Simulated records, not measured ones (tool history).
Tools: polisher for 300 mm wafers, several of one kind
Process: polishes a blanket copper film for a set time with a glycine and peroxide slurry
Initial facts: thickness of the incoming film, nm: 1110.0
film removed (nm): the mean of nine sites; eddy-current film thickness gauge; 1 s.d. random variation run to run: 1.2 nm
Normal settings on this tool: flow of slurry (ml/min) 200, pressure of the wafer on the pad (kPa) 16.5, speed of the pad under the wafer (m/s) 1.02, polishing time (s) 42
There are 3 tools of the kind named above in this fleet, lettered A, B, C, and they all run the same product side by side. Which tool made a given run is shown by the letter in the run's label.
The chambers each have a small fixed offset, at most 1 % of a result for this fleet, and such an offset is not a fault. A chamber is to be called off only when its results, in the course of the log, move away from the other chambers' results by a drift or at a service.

run,hour,flow of slurry (ml/min),pressure of the wafer on the pad (kPa),speed of the pad under the wafer (m/s),polishing time (s),film removed (nm)
# hour 2.8: chamber C: worn pad replaced by a new one
1A,5.2,200,16.5,1.02,42,180.77
2C,10.4,200,16.5,1.02,42,183.71
3B,15.4,200,16.5,1.02,42,182.76
4B,20.8,200,16.5,1.02,42,181.21
5C,26.9,200,16.5,1.02,42,182.19
6A,30.9,200,16.5,1.02,42,182.72
# hour 31.9: chamber B: worn pad replaced by a new one
# hour 33.2: chamber A: worn pad replaced by a new one
7A,34.7,200,16.5,1.02,42,181.96
8B,37.5,200,17.9,1.02,42,193.25
9C,40.8,200,17.9,1.02,42,193.89
10B,44.9,200,17.9,1.02,42,196.1
# hour 50.3: chamber C: worn pad replaced by a new one
11C,50.5,200,16.5,1.26,56,288.91
12A,55.2,200,16.5,1.26,56,291
13C,60.8,200,16.5,1.26,56,289.75
14B,66.6,200,16.5,1.02,42,181.57
15A,69.7,200,16.5,1.02,42,183.36
16B,73.2,200,16.5,1.28,42,221.73
17A,78.2,200,16.5,1.28,42,218.74
18C,83.4,200,16.5,1.28,42,219.19
19A,88.7,200,16.5,1.02,42,181.56
# hour 92.6: chamber A: worn pad replaced by a new one
20B,93.6,200,16.5,1.02,42,183.25
# hour 96.2: chamber C: worn pad replaced by a new one
# hour 96.7: chamber B: worn pad replaced by a new one
21C,97.8,200,16.5,1.02,42,179.07
22B,102.8,200,16.5,1.02,42,182.5
23C,108.8,200,11.7,1.02,42,134.08
24A,111.6,200,11.7,1.02,42,138.75
25B,116.7,200,11.7,1.02,42,138.46
26C,123.2,200,16.5,1.02,42,177.34
27A,126.2,200,16.5,1.02,42,182.9
28B,132.1,200,16.5,1.02,42,183.88
29C,135.5,200,19.3,0.9,42,179.57
30A,139,200,19.3,0.9,42,185.85
31B,143.4,200,19.3,0.9,42,188.06
# hour 146.6: chamber A: slurry nozzle cleaned
32C,148.8,200,16.5,1.02,42,171.34
# hour 151.4: chamber A: worn pad replaced by a new one
33A,154.8,200,16.5,1.02,42,181.64

Has any chamber moved away from the others, gradually or after a service, or does the common gauge drift, or do the chambers differ only by their own small steady offsets? State the chamber and the most likely cause if one applies.

One chamber, C, drifts off from the rest bit by bit.
What lies behind it: slurry flow missing at the pad, % = 37.1.
It could be hard to tell apart here from: head's pressure below its setpoint, %.

Here are 4 candidates for chamber C's next run, each the usual settings with a change, their results left as question marks. Which one brings its results back in line with what the others give on the usual settings?
To be in line, a result may differ from the other chambers' mean on the usual settings by at most: film removed (nm) 4.1
34C-1,159.4,205,17.9,1.02,46,?
34C-2,159.4,200,16.5,0.84,42,?
34C-3,159.4,200,17.2,1.04,43,?
34C-4,159.4,195,16.5,0.92,42,?

On the usual settings, the other chambers give on average: film removed (nm) 182.44
run,film removed (nm)
34C-1,198.37
34C-2,145.19
34C-3,181.53
34C-4,154.93
It is 34C-3 that realigns the chamber with its peers.
